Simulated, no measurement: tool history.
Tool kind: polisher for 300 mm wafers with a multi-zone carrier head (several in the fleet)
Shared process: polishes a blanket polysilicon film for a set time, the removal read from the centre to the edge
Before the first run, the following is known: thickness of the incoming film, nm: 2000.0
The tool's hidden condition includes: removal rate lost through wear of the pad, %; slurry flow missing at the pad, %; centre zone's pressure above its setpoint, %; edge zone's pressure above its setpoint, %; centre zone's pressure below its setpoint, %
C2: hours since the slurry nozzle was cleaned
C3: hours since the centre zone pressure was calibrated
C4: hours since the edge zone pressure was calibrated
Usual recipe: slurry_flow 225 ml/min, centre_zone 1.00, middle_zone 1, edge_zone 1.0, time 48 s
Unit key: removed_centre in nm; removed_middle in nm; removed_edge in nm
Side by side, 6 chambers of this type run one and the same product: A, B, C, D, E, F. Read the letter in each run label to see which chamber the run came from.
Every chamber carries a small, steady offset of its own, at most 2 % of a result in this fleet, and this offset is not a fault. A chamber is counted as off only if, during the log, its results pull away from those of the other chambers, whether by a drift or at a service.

-- hour=0.8 chamber A: worn pad replaced by a new one
-- hour=4.5 chamber D: worn pad replaced by a new one
run 1E hour=7.5 | slurry_flow=225 centre_zone=1.00 middle_zone=1 edge_zone=1.0 time=48 | wafers_polished_on_this_pad=730 C2=147.0 C3=868.2 C4=1096.6 | removed_centre=300.97 removed_middle=309.76 removed_edge=313.77
-- hour=9.6 chamber F: worn pad replaced by a new one
-- hour=12.7 chamber B: edge zone pressure recalibrated
run 2C hour=13.5 | slurry_flow=225 centre_zone=1.00 middle_zone=1 edge_zone=1.0 time=48 | wafers_polished_on_this_pad=1336 C2=140.3 C3=234.5 C4=578.3 | removed_centre=316.80 removed_middle=309.27 removed_edge=308.95
run 3F hour=20.7 | slurry_flow=225 centre_zone=1.00 middle_zone=1 edge_zone=1.0 time=48 | wafers_polished_on_this_pad=143 C2=90.0 C3=30.5 C4=222.9 | removed_centre=304.21 removed_middle=305.15 removed_edge=310.51
run 4D hour=25.9 | slurry_flow=225 centre_zone=1.00 middle_zone=1 edge_zone=1.0 time=48 | wafers_polished_on_this_pad=277 C2=547.7 C3=690.1 C4=394.1 | removed_centre=307.45 removed_middle=312.77 removed_edge=314.50
run 5A hour=29.4 | slurry_flow=225 centre_zone=1.00 middle_zone=1 edge_zone=1.0 time=48 | wafers_polished_on_this_pad=370 C2=205.8 C3=394.0 C4=1135.2 | removed_centre=307.36 removed_middle=310.50 removed_edge=310.21
-- hour=31.4 chamber C: worn pad replaced by a new one
run 6B hour=35.0 | slurry_flow=225 centre_zone=1.00 middle_zone=1 edge_zone=1.0 time=48 | wafers_polished_on_this_pad=626 C2=246.2 C3=1020.1 C4=22.3 | removed_centre=316.12 removed_middle=310.49 removed_edge=306.44
-- hour=35.6 chamber E: worn pad replaced by a new one
-- hour=38.8 chamber B: worn pad replaced by a new one
run 7E hour=40.5 | slurry_flow=225 centre_zone=1.00 middle_zone=1 edge_zone=1.0 time=48 | wafers_polished_on_this_pad=64 C2=180.0 C3=901.2 C4=1129.6 | removed_centre=308.15 removed_middle=303.98 removed_edge=309.18
run 8D hour=45.0 | slurry_flow=225 centre_zone=1.00 middle_zone=1 edge_zone=1.0 time=48 | wafers_polished_on_this_pad=524 C2=566.8 C3=709.2 C4=413.2 | removed_centre=305.40 removed_middle=308.20 removed_edge=310.11
-- hour=47.5 chamber A: worn pad replaced by a new one
run 9A hour=52.5 | slurry_flow=225 centre_zone=1.00 middle_zone=1 edge_zone=1.0 time=48 | wafers_polished_on_this_pad=65 C2=228.9 C3=417.1 C4=1158.3 | removed_centre=315.53 removed_middle=309.13 removed_edge=309.15
run 10C hour=59.2 | slurry_flow=225 centre_zone=1.00 middle_zone=1 edge_zone=1.0 time=48 | wafers_polished_on_this_pad=360 C2=186.0 C3=280.2 C4=624.0 | removed_centre=316.25 removed_middle=304.44 removed_edge=302.15
run 11F hour=62.8 | slurry_flow=225 centre_zone=1.00 middle_zone=1 edge_zone=1.0 time=48 | wafers_polished_on_this_pad=688 C2=132.1 C3=72.6 C4=265.0 | removed_centre=307.22 removed_middle=306.79 removed_edge=307.97
-- hour=64.5 chamber D: worn pad replaced by a new one
-- hour=67.4 chamber E: centre zone pressure recalibrated
run 12B hour=68.4 | slurry_flow=150 centre_zone=1.00 middle_zone=1 edge_zone=1.0 time=48 | wafers_polished_on_this_pad=384 C2=279.6 C3=1053.5 C4=55.7 | removed_centre=286.00 removed_middle=289.87 removed_edge=296.83
-- hour=71.2 chamber A: edge zone pressure recalibrated
run 13C hour=74.5 | slurry_flow=150 centre_zone=1.00 middle_zone=1 edge_zone=1.0 time=48 | wafers_polished_on_this_pad=558 C2=201.3 C3=295.5 C4=639.3 | removed_centre=290.98 removed_middle=292.64 removed_edge=301.53
run 14D hour=79.0 | slurry_flow=150 centre_zone=1.00 middle_zone=1 edge_zone=1.0 time=48 | wafers_polished_on_this_pad=188 C2=600.8 C3=743.2 C4=447.2 | removed_centre=281.83 removed_middle=288.89 removed_edge=298.49
-- hour=82.2 chamber B: centre zone pressure recalibrated
-- hour=82.9 chamber A: worn pad replaced by a new one
run 15F hour=86.7 | slurry_flow=150 centre_zone=1.00 middle_zone=1 edge_zone=1.0 time=48 | wafers_polished_on_this_pad=997 C2=156.0 C3=96.5 C4=288.9 | removed_centre=286.20 removed_middle=287.45 removed_edge=298.15
-- hour=89.2 chamber B: worn pad replaced by a new one
run 16B hour=94.5 | slurry_flow=150 centre_zone=1.00 middle_zone=1 edge_zone=1.0 time=48 | wafers_polished_on_this_pad=69 C2=305.7 C3=12.3 C4=81.8 | removed_centre=286.25 removed_middle=289.68 removed_edge=301.57
run 17E hour=98.0 | slurry_flow=150 centre_zone=1.00 middle_zone=1 edge_zone=1.0 time=48 | wafers_polished_on_this_pad=808 C2=237.5 C3=30.7 C4=1187.1 | removed_centre=285.06 removed_middle=289.50 removed_edge=297.65
run 18A hour=104.2 | slurry_flow=225 centre_zone=1.00 middle_zone=1 edge_zone=1.0 time=38 | wafers_polished_on_this_pad=276 C2=280.6 C3=468.8 C4=33.1 | removed_centre=248.54 removed_middle=247.65 removed_edge=245.92
-- hour=107.0 chamber F: worn pad replaced by a new one
run 19D hour=109.3 | slurry_flow=225 centre_zone=1.00 middle_zone=1 edge_zone=1.0 time=38 | wafers_polished_on_this_pad=580 C2=631.1 C3=773.5 C4=477.5 | removed_centre=234.32 removed_middle=238.96 removed_edge=240.58
run 20A hour=113.4 | slurry_flow=225 centre_zone=1.00 middle_zone=1 edge_zone=1.0 time=38 | wafers_polished_on_this_pad=395 C2=289.8 C3=478.0 C4=42.3 | removed_centre=247.50 removed_middle=243.09 removed_edge=251.11
run 21B hour=120.8 | slurry_flow=225 centre_zone=1.00 middle_zone=1 edge_zone=1.0 time=38 | wafers_polished_on_this_pad=409 C2=332.0 C3=38.6 C4=108.1 | removed_centre=240.67 removed_middle=245.53 removed_edge=246.15
-- hour=126.8 chamber A: worn pad replaced by a new one
run 22C hour=127.0 | slurry_flow=225 centre_zone=1.00 middle_zone=1 edge_zone=1.0 time=38 | wafers_polished_on_this_pad=1237 C2=253.8 C3=348.0 C4=691.8 | removed_centre=248.93 removed_middle=242.43 removed_edge=244.91
-- hour=128.8 chamber E: worn pad replaced by a new one
-- hour=130.1 chamber D: worn pad replaced by a new one
run 23F hour=133.7 | slurry_flow=225 centre_zone=1.00 middle_zone=1 edge_zone=1.0 time=38 | wafers_polished_on_this_pad=346 C2=203.0 C3=143.5 C4=335.9 | removed_centre=242.68 removed_middle=244.80 removed_edge=243.59
-- hour=137.2 chamber C: worn pad replaced by a new one
run 24E hour=137.5 | slurry_flow=225 centre_zone=1.00 middle_zone=1 edge_zone=1.0 time=48 | wafers_polished_on_this_pad=112 C2=277.0 C3=70.2 C4=1226.6 | removed_centre=302.98 removed_middle=307.57 removed_edge=314.55
-- hour=140.5 chamber B: worn pad replaced by a new one
-- hour=140.7 chamber A: slurry nozzle cleaned
run 25F hour=142.2 | slurry_flow=225 centre_zone=0.89 middle_zone=1 edge_zone=1.1 time=48 | wafers_polished_on_this_pad=456 C2=211.5 C3=152.0 C4=344.4 | removed_centre=270.51 removed_middle=305.35 removed_edge=324.41
run 26B hour=146.3 | slurry_flow=225 centre_zone=0.89 middle_zone=1 edge_zone=1.1 time=48 | wafers_polished_on_this_pad=76 C2=357.5 C3=64.1 C4=133.6 | removed_centre=272.83 removed_middle=306.50 removed_edge=328.07
run 27A hour=152.4 | slurry_flow=225 centre_zone=0.89 middle_zone=1 edge_zone=1.1 time=48 | wafers_polished_on_this_pad=331 C2=11.8 C3=517.0 C4=81.3 | removed_centre=276.62 removed_middle=311.82 removed_edge=325.23
run 28D hour=157.7 | slurry_flow=225 centre_zone=0.89 middle_zone=1 edge_zone=1.1 time=48 | wafers_polished_on_this_pad=357 C2=679.5 C3=821.9 C4=525.9 | removed_centre=257.74 removed_middle=297.04 removed_edge=323.87
run 29E hour=163.0 | slurry_flow=225 centre_zone=0.89 middle_zone=1 edge_zone=1.1 time=48 | wafers_polished_on_this_pad=442 C2=302.5 C3=95.7 C4=1252.1 | removed_centre=268.64 removed_middle=309.29 removed_edge=337.38
-- hour=164.8 chamber A: worn pad replaced by a new one
run 30C hour=167.0 | slurry_flow=225 centre_zone=0.89 middle_zone=1 edge_zone=1.1 time=48 | wafers_polished_on_this_pad=386 C2=293.8 C3=388.0 C4=731.8 | removed_centre=274.70 removed_middle=305.05 removed_edge=332.72
-- hour=173.3 chamber E: slurry nozzle cleaned
run 31D hour=174.8 | slurry_flow=225 centre_zone=1.00 middle_zone=1 edge_zone=1.0 time=48 | wafers_polished_on_this_pad=578 C2=696.6 C3=839.0 C4=543.0 | removed_centre=292.20 removed_middle=298.34 removed_edge=302.90
run 32B hour=178.4 | slurry_flow=225 centre_zone=1.00 middle_zone=1 edge_zone=1.0 time=48 | wafers_polished_on_this_pad=491 C2=389.6 C3=96.2 C4=165.7 | removed_centre=308.72 removed_middle=313.70 removed_edge=312.99
run 33A hour=182.0 | slurry_flow=200 centre_zone=1.00 middle_zone=1 edge_zone=1.0 time=62 | wafers_polished_on_this_pad=222 C2=41.4 C3=546.6 C4=110.9 | removed_centre=396.22 removed_middle=397.02 removed_edge=396.48
run 34C hour=186.9 | slurry_flow=200 centre_zone=1.00 middle_zone=1 edge_zone=1.0 time=62 | wafers_polished_on_this_pad=643 C2=313.7 C3=407.9 C4=751.7 | removed_centre=398.20 removed_middle=396.28 removed_edge=403.03
run 35E hour=190.7 | slurry_flow=200 centre_zone=1.00 middle_zone=1 edge_zone=1.0 time=62 | wafers_polished_on_this_pad=800 C2=17.4 C3=123.4 C4=1279.8 | removed_centre=387.07 removed_middle=393.16 removed_edge=399.73
run 36F hour=198.0 | slurry_flow=200 centre_zone=1.00 middle_zone=1 edge_zone=1.0 time=62 | wafers_polished_on_this_pad=1178 C2=267.3 C3=207.8 C4=400.2 | removed_centre=398.69 removed_middle=385.43 removed_edge=397.27
run 37C hour=204.3 | slurry_flow=200 centre_zone=1.00 middle_zone=1 edge_zone=1.0 time=62 | wafers_polished_on_this_pad=868 C2=331.1 C3=425.3 C4=769.1 | removed_centre=385.20 removed_middle=398.82 removed_edge=393.81

Read the log: is a single chamber off, either drifting away or since a service, is the gauge that measures every chamber drifting, or is nothing wrong beyond small per-chamber offsets? Name any odd chamber and what most likely caused it.

One chamber, D, drifts off from the rest bit by bit.
What lies behind it: slurry flow missing at the pad, % = 32.2.

Which of the 4 candidates below, each the usual settings with something changed and its results left as question marks, puts chamber D back in line with what the other chambers give on the usual settings?
A result is in line if it is within this distance of the other chambers' mean on the usual settings: removed_centre 12.00 nm; removed_middle 10.00 nm; removed_edge 16.00 nm
run 38D-1 hour=210.0 | slurry_flow=220 centre_zone=0.98 middle_zone=0.99 edge_zone=1.01 time=45 | removed_centre=? removed_middle=? removed_edge=?
run 38D-2 hour=210.0 | slurry_flow=235 centre_zone=1.03 middle_zone=1.01 edge_zone=0.98 time=53 | removed_centre=? removed_middle=? removed_edge=?
run 38D-3 hour=210.0 | slurry_flow=230 centre_zone=1.02 middle_zone=1.01 edge_zone=0.99 time=51 | removed_centre=? removed_middle=? removed_edge=?
run 38D-4 hour=210.0 | slurry_flow=215 centre_zone=0.97 middle_zone=0.99 edge_zone=1.02 time=43 | removed_centre=? removed_middle=? removed_edge=?

The other chambers' mean on the usual settings: removed_centre 308.47 nm; removed_middle 309.02 nm; removed_edge 310.49 nm
run=38D-1 removed_centre=259.36 removed_middle=269.25 removed_edge=277.28
run=38D-2 removed_centre=327.34 removed_middle=326.97 removed_edge=324.22
run=38D-3 removed_centre=310.24 removed_middle=313.41 removed_edge=312.76
run=38D-4 removed_centre=243.80 removed_middle=256.15 removed_edge=265.48
38D-3 brings the chamber back in line.

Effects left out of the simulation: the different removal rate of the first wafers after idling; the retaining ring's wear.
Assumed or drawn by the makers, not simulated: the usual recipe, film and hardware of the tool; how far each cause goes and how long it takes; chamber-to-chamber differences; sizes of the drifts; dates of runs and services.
